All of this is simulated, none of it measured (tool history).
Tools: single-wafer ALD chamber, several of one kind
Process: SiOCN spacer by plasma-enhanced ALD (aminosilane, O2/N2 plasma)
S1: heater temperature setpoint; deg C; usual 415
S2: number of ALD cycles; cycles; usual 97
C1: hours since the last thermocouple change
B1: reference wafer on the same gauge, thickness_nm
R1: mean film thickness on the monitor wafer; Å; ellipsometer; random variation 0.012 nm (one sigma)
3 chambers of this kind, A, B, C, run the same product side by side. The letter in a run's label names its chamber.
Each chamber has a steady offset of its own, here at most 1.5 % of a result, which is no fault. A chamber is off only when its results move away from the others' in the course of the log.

run   hour   S1   S2      C1      B1      R1
 1A   15.4  415   97     376  5.2401  55.386
 2C   22.7  415   97  1332.9  5.2412  56.467
 3B   38.4  415   97   399.4  5.2387  56.419
 4A   53.6  415   97   414.2  5.2411  55.393
 5C     69  410   88  1379.2  5.2378  52.061
 6B   81.9  410   88   442.9  5.2383  52.054
 7C   96.6  410   88  1406.8  5.2414  52.118
 8A  109.1  415   97   469.7  5.2386   55.29
 9B  118.1  415   97   479.1  5.2387  56.499
10C  129.5  415   97  1439.7  5.2388  56.557
11A  137.6  409   97   498.2  5.2415  56.542
12B  148.3  409   97   509.3  5.2402  57.485
13B  156.8  409   97   517.8  5.2373  57.824
14A  167.8  415   97   528.4  5.2412  55.411
15C  178.9  415   97  1489.1  5.2404  57.062
16C  186.9  415   97  1497.1  5.2381  56.751
17B  195.4  415   97   556.4  5.2412   56.49
18A  209.3  415   97   569.9  5.2361    55.5
19A  220.6  410  111   581.2  5.2411   64.56
20C  233.6  410  111  1543.8   5.239  66.224
21B  241.8  410  111   602.8  5.2415  65.533
22B  249.5  415   97   610.5  5.2364  56.439
23A  260.3  415   97   620.9  5.2407  55.448
24C  275.2  415   97  1585.4  5.2416  57.132
25B  286.1  415   97   647.1  5.2401  56.519
26A  300.6  415   97   661.2  5.2367  55.356
27C  314.2  415   97  1624.4  5.2422   57.34
28B  321.3  415   80   682.3  5.2376  46.541
29C    337  415   80  1647.2  5.2398  47.428
30A  345.4  415   80     706  5.2432  45.792
31B  357.8  415   97   718.8  5.2395  56.545

What goes on in this fleet: one chamber off, a drifting gauge, or nothing beyond the chambers' own small offsets? Name the chamber and the cause, if any.

Chamber C drifts away from the others.
Cause: wafer temperature below the value expected at the setpoint (K) = 6.19.

Here are 4 candidates for chamber C's next run, each the usual settings with a change, their results left as question marks. Which one brings its results back in line with what the others give on the usual settings?
In line means no further than this from the other chambers' mean on the usual settings: R1 0.45 Å
32C-1  369.5  410  97           ?
32C-2  369.5  420  97           ?
32C-3  369.5  415  94           ?
32C-4  369.5  406  97           ?

The other chambers' mean on the usual settings: R1 55.944 Å
  run      R1
32C-1  58.478
32C-2  56.678
32C-3  55.798
32C-4  59.124
32C-3 brings the chamber back in line.
